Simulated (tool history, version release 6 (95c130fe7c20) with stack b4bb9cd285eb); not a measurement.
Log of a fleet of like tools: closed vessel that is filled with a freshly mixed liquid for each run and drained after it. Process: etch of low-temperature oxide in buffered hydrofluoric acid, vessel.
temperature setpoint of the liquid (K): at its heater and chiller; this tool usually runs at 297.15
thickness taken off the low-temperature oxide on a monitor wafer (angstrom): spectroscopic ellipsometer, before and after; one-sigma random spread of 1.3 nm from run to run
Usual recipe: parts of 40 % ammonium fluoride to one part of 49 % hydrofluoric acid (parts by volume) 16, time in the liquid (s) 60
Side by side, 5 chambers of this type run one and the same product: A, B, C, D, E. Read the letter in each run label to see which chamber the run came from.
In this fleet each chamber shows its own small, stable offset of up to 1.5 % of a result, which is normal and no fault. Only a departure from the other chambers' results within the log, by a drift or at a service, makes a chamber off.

run    day  temperature setpoint of the liquid (K)  parts of 40 % ammonium fluoride to one part of 49 % hydrofluoric acid (parts by volume)  time in the liquid (s)  read-back film thickness of the low-temperature oxide reference wafer, read on the same gauge (nm)  thickness taken off the low-temperature oxide on a monitor wafer (angstrom)
 1A  0.158                                  297.15                                                                                       16                      60                                                                                              120.00                                                                       2559.4
 2E  0.325                                  297.15                                                                                       16                      60                                                                                              119.97                                                                       2544.9
 3C  0.500                                  297.15                                                                                       16                      60                                                                                              120.04                                                                       2493.1
 4D  0.646                                  297.15                                                                                       16                      60                                                                                              120.01                                                                       2521.6
 5B  0.779                                  297.15                                                                                       16                      60                                                                                              119.97                                                                       2504.9
 6B  0.967                                  297.15                                                                                       16                      60                                                                                              119.98                                                                       2521.5
 7C  1.158                                  297.15                                                                                       16                      60                                                                                              119.97                                                                       2478.1
 8D  1.250                                  297.15                                                                                       16                      60                                                                                              119.99                                                                       2504.3
 9A  1.383                                  297.15                                                                                       16                      60                                                                                              120.02                                                                       2500.9
10E  1.538                                  297.15                                                                                       16                      60                                                                                              120.00                                                                       2501.5
11E  1.675                                  294.15                                                                                       13                      60                                                                                              120.01                                                                       2623.4
12C  1.796                                  294.15                                                                                       13                      60                                                                                              119.98                                                                       2578.3
13D  1.950                                  294.15                                                                                       13                      60                                                                                              119.99                                                                       2618.7
14B  2.042                                  294.15                                                                                       13                      60                                                                                              119.97                                                                       2641.4
15A  2.217                                  294.15                                                                                       13                      60                                                                                              119.97                                                                       2673.0
16A  2.396                                  297.15                                                                                       16                      85                                                                                              119.98                                                                       3642.6
17C  2.542                                  297.15                                                                                       16                      85                                                                                              119.96                                                                       3515.0
18E  2.696                                  297.15                                                                                       16                      85                                                                                              119.99                                                                       3579.8
19D  2.871                                  297.15                                                                                       16                      85                                                                                              120.00                                                                       3580.5
20B  2.979                                  297.15                                                                                       16                      85                                                                                              119.98                                                                       3536.2
21E  3.071                                  297.15                                                                                       16                      60                                                                                              119.99                                                                       2524.5
22C  3.225                                  297.15                                                                                       16                      60                                                                                              120.01                                                                       2482.4
23D  3.338                                  297.15                                                                                       16                      60                                                                                              120.02                                                                       2509.0
24B  3.471                                  297.15                                                                                       11                      45                                                                                              119.98                                                                       2751.0
     3.521  -- chamber A: hydrofluoric acid flow meter replaced
25A  3.558                                  297.15                                                                                       11                      45                                                                                              120.01                                                                       2847.3
26A  3.721                                  297.15                                                                                       11                      45                                                                                              120.04                                                                       2869.1
27B  3.829                                  297.15                                                                                       11                      45                                                                                              120.00                                                                       2745.6
28E  3.979                                  297.15                                                                                       11                      45                                                                                              119.98                                                                       2762.0
29D  4.112                                  297.15                                                                                       16                      60                                                                                              120.00                                                                       2506.4
30C  4.246                                  297.15                                                                                       16                      60                                                                                              120.04                                                                       2489.4
31A  4.400                                  297.15                                                                                       16                      60                                                                                              119.96                                                                       2664.4
32B  4.525                                  297.15                                                                                       16                      60                                                                                              120.04                                                                       2524.4
33D  4.621                                  297.15                                                                                       16                      60                                                                                              119.98                                                                       2489.8
34E  4.817                                  297.15                                                                                       16                      60                                                                                              120.03                                                                       2513.0
35C  4.996                                  297.15                                                                                       16                      60                                                                                              120.02                                                                       2484.9
36B  5.171                                  297.15                                                                                       16                      60                                                                                              120.02                                                                       2529.5
37C  5.367                                  297.15                                                                                       16                      60                                                                                              120.00                                                                       2480.2

Is one chamber off against the others, does the gauge drift, or is nothing wrong? If a chamber is off, say which, and what the likeliest cause is.

Little by little, chamber A moves away from the other chambers.
What lies behind it: liquid hotter than its thermometer reads (K) = 1.22.

Which of the 4 candidates below, each the usual settings with something changed and its results left as question marks, puts chamber A back in line with what the other chambers give on the usual settings?
Counts as in line when no further than this from what the other chambers average on the usual settings: thickness taken off the low-temperature oxide on a monitor wafer (angstrom) 47.0
38A-1  5.508                                  297.15                                                                                     16.0                      65                                                                                                                                                                                ?
38A-2  5.508                                  297.15                                                                                     15.5                      60                                                                                                                                                                                ?
38A-3  5.508                                  295.65                                                                                     16.0                      60                                                                                                                                                                                ?
38A-4  5.508                                  297.15                                                                                     16.5                      60                                                                                                                                                                                ?

Average result of the remaining chambers running the usual settings: thickness taken off the low-temperature oxide on a monitor wafer (angstrom) 2510.1
  run  thickness taken off the low-temperature oxide on a monitor wafer (angstrom)
38A-1                                                                       2932.6
38A-2                                                                       2793.7
38A-3                                                                       2493.2
38A-4                                                                       2625.5
38A-3 brings the chamber back in line.
